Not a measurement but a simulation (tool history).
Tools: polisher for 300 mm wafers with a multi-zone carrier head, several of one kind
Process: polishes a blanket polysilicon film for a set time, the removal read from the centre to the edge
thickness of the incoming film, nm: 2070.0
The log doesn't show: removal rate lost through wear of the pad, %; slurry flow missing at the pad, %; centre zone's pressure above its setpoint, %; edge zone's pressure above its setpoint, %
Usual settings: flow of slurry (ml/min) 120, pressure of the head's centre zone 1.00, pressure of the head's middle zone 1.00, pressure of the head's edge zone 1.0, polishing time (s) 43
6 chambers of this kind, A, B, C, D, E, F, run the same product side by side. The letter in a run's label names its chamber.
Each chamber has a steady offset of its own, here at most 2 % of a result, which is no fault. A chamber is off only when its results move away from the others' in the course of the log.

| run | hour | flow of slurry (ml/min) | pressure of the head's centre zone | pressure of the head's middle zone | pressure of the head's edge zone | polishing time (s) | wafers polished on this pad | hours since the slurry nozzle was cleaned | hours since the centre zone pressure was calibrated | hours since the edge zone pressure was calibrated | film removed at the wafer's centre (Å) | film removed at mid-radius (Å) | film removed at the wafer's edge (Å) |
|---|---|---|---|---|---|---|---|---|---|---|---|---|---|
| 1F | 3.7 | 120 | 1.00 | 1.00 | 1.0 | 43 | 904 | 367.2 | 399.7 | 609.3 | 4891.1 | 4790.0 | 4918.3 |
|  | 3.8 | chamber E: worn pad replaced by a new one |
|  | 4.6 | chamber F: worn pad replaced by a new one |
| 2D | 11.2 | 120 | 1.00 | 1.00 | 1.0 | 43 | 765 | 252.4 | 283.7 | 234.9 | 4886.0 | 4890.0 | 4887.1 |
| 3E | 18.3 | 120 | 1.00 | 1.00 | 1.0 | 43 | 259 | 387.0 | 619.3 | 103.2 | 4869.1 | 4806.4 | 4767.2 |
| 4C | 23.1 | 120 | 1.00 | 1.00 | 1.0 | 43 | 562 | 361.0 | 1368.5 | 697.4 | 5016.6 | 4820.5 | 4969.8 |
| 5B | 27.7 | 120 | 1.00 | 1.00 | 1.0 | 43 | 704 | 75.9 | 336.5 | 243.1 | 4800.8 | 4800.2 | 4956.0 |
|  | 31.3 | chamber E: slurry nozzle cleaned |
| 6A | 33.4 | 120 | 1.00 | 1.00 | 1.0 | 43 | 895 | 609.2 | 273.2 | 154.3 | 4923.6 | 4778.6 | 4970.3 |
| 7B | 37.3 | 120 | 1.00 | 1.00 | 1.0 | 43 | 875 | 85.5 | 346.1 | 252.7 | 4938.9 | 4842.4 | 4866.0 |
|  | 37.9 | chamber D: worn pad replaced by a new one |
| 8E | 41.9 | 120 | 1.00 | 1.00 | 1.0 | 43 | 679 | 10.6 | 642.9 | 126.8 | 4917.1 | 4683.5 | 4829.5 |
|  | 44.5 | chamber C: worn pad replaced by a new one |
|  | 47.9 | chamber E: worn pad replaced by a new one |
| 9A | 47.9 | 120 | 1.00 | 1.00 | 0.9 | 43 | 1153 | 623.7 | 287.7 | 168.8 | 4913.3 | 4855.7 | 4750.2 |
|  | 53.9 | chamber A: worn pad replaced by a new one |
| 10C | 54.3 | 120 | 1.00 | 1.00 | 0.9 | 43 | 174 | 392.2 | 1399.7 | 728.6 | 4908.9 | 4969.6 | 4669.0 |
|  | 57.3 | chamber F: worn pad replaced by a new one |
| 11D | 62.2 | 120 | 1.00 | 1.00 | 0.9 | 43 | 432 | 303.4 | 334.7 | 285.9 | 4866.4 | 4807.6 | 4582.8 |
| 12F | 69.6 | 120 | 1.00 | 1.00 | 0.9 | 43 | 219 | 433.1 | 465.6 | 675.2 | 4916.8 | 4896.9 | 4628.5 |
| 13E | 75.2 | 120 | 1.00 | 1.00 | 0.9 | 43 | 487 | 43.9 | 676.2 | 160.1 | 4840.3 | 4824.4 | 4569.5 |
|  | 78.9 | chamber B: worn pad replaced by a new one |
| 14B | 82.4 | 120 | 1.00 | 1.00 | 0.9 | 43 | 62 | 130.6 | 391.2 | 297.8 | 4937.4 | 4878.4 | 4661.3 |
|  | 85.2 | chamber C: worn pad replaced by a new one |
| 15F | 87.7 | 120 | 1.00 | 1.00 | 1.0 | 43 | 541 | 451.2 | 483.7 | 693.3 | 4896.1 | 4876.6 | 4777.5 |
| 16C | 93.3 | 120 | 1.00 | 1.00 | 1.0 | 43 | 144 | 431.2 | 1438.7 | 767.6 | 4752.0 | 4937.6 | 4908.4 |
|  | 96.2 | chamber E: worn pad replaced by a new one |
| 17A | 98.7 | 120 | 1.00 | 1.00 | 1.0 | 43 | 796 | 674.5 | 338.5 | 219.6 | 4793.7 | 4786.1 | 4948.8 |
|  | 103.0 | chamber F: worn pad replaced by a new one |
| 18D | 104.6 | 120 | 1.00 | 1.00 | 1.0 | 43 | 1186 | 345.8 | 377.1 | 328.3 | 4883.9 | 4752.5 | 4841.9 |
|  | 109.6 | chamber A: worn pad replaced by a new one |
|  | 110.5 | chamber D: worn pad replaced by a new one |
| 19D | 111.6 | 120 | 1.00 | 1.00 | 1.0 | 43 | 20 | 352.8 | 384.1 | 335.3 | 4985.4 | 4860.2 | 4935.4 |
|  | 113.1 | chamber C: slurry nozzle cleaned |
| 20A | 116.2 | 120 | 1.00 | 1.00 | 1.0 | 43 | 117 | 692.0 | 356.0 | 237.1 | 4958.1 | 4950.0 | 4956.9 |
| 21B | 121.9 | 120 | 1.06 | 1.00 | 0.9 | 43 | 764 | 170.1 | 430.7 | 337.3 | 5231.5 | 4886.9 | 4681.0 |
|  | 123.3 | chamber C: centre zone pressure recalibrated |
| 22C | 128.7 | 120 | 1.06 | 1.00 | 0.9 | 43 | 773 | 15.7 | 5.4 | 803.0 | 5146.3 | 4826.7 | 4693.4 |
|  | 129.1 | chamber C: worn pad replaced by a new one |
| 23E | 133.2 | 120 | 1.06 | 1.00 | 0.9 | 43 | 658 | 101.9 | 734.2 | 218.1 | 5152.3 | 4783.3 | 4697.5 |
| 24F | 139.3 | 120 | 1.06 | 1.00 | 0.9 | 43 | 647 | 502.8 | 535.3 | 744.9 | 5209.3 | 4916.2 | 4688.1 |
| 25B | 146.7 | 120 | 1.06 | 1.00 | 0.9 | 43 | 1205 | 194.9 | 455.5 | 362.1 | 5026.4 | 4915.9 | 4623.7 |
|  | 147.3 | chamber A: slurry nozzle cleaned |
|  | 148.2 | chamber E: worn pad replaced by a new one |
|  | 149.0 | chamber F: worn pad replaced by a new one |
| 26D | 152.5 | 120 | 1.06 | 1.00 | 0.9 | 43 | 747 | 393.7 | 425.0 | 376.2 | 5257.5 | 4878.9 | 4593.3 |
|  | 153.7 | chamber B: worn pad replaced by a new one |
| 27F | 156.7 | 120 | 1.00 | 1.00 | 1.0 | 43 | 137 | 520.2 | 552.7 | 762.3 | 5078.9 | 4961.4 | 4876.2 |
| 28E | 160.4 | 120 | 1.00 | 1.00 | 1.0 | 43 | 217 | 129.1 | 761.4 | 245.3 | 4668.6 | 4863.8 | 4884.3 |
|  | 165.7 | chamber D: worn pad replaced by a new one |
| 29A | 166.8 | 120 | 1.00 | 1.00 | 1.0 | 43 | 1017 | 19.6 | 406.6 | 287.7 | 4644.3 | 4767.3 | 4833.1 |
|  | 170.7 | chamber C: worn pad replaced by a new one |
| 30C | 174.3 | 120 | 1.00 | 1.00 | 1.0 | 43 | 64 | 61.3 | 51.0 | 848.6 | 4862.3 | 4832.1 | 4975.5 |
|  | 175.0 | chamber A: centre zone pressure recalibrated |
| 31D | 181.1 | 120 | 1.00 | 1.00 | 1.0 | 43 | 275 | 422.3 | 453.6 | 404.8 | 4946.6 | 4877.0 | 4946.8 |
|  | 184.4 | chamber A: worn pad replaced by a new one |
| 32E | 189.4 | 120 | 1.00 | 0.93 | 1.0 | 48 | 732 | 158.1 | 790.4 | 274.3 | 5415.5 | 5171.1 | 5433.3 |
| 33C | 195.2 | 120 | 1.00 | 0.93 | 1.0 | 48 | 435 | 82.2 | 71.9 | 869.5 | 5374.5 | 5083.1 | 5478.7 |
|  | 195.8 | chamber F: worn pad replaced by a new one |
|  | 201.0 | chamber E: worn pad replaced by a new one |
| 34A | 202.8 | 120 | 1.00 | 0.93 | 1.0 | 48 | 328 | 55.6 | 27.9 | 323.7 | 5492.3 | 4986.0 | 5466.6 |
| 35B | 208.9 | 120 | 1.00 | 0.93 | 1.0 | 48 | 981 | 257.1 | 517.7 | 424.3 | 5471.2 | 5074.5 | 5549.9 |
| 36F | 215.6 | 120 | 1.00 | 0.93 | 1.0 | 48 | 353 | 579.1 | 611.6 | 821.2 | 5556.4 | 5259.8 | 5456.9 |
| 37E | 223.3 | 120 | 1.00 | 0.93 | 1.0 | 48 | 396 | 192.0 | 824.3 | 308.2 | 5362.4 | 5150.8 | 5406.6 |
| 38B | 228.4 | 120 | 1.00 | 1.00 | 1.0 | 43 | 1328 | 276.6 | 537.2 | 443.8 | 4916.3 | 4826.3 | 4862.6 |
| 39A | 233.2 | 120 | 1.00 | 1.00 | 1.0 | 43 | 868 | 86.0 | 58.3 | 354.1 | 4723.9 | 4870.9 | 4886.0 |

Has any chamber moved away from the others, gradually or after a service, or does the common gauge drift, or do the chambers differ only by their own small steady offsets? State the chamber and the most likely cause if one applies.

Neither any chamber nor the gauge drifts; the chambers differ only by their own small, steady offsets.
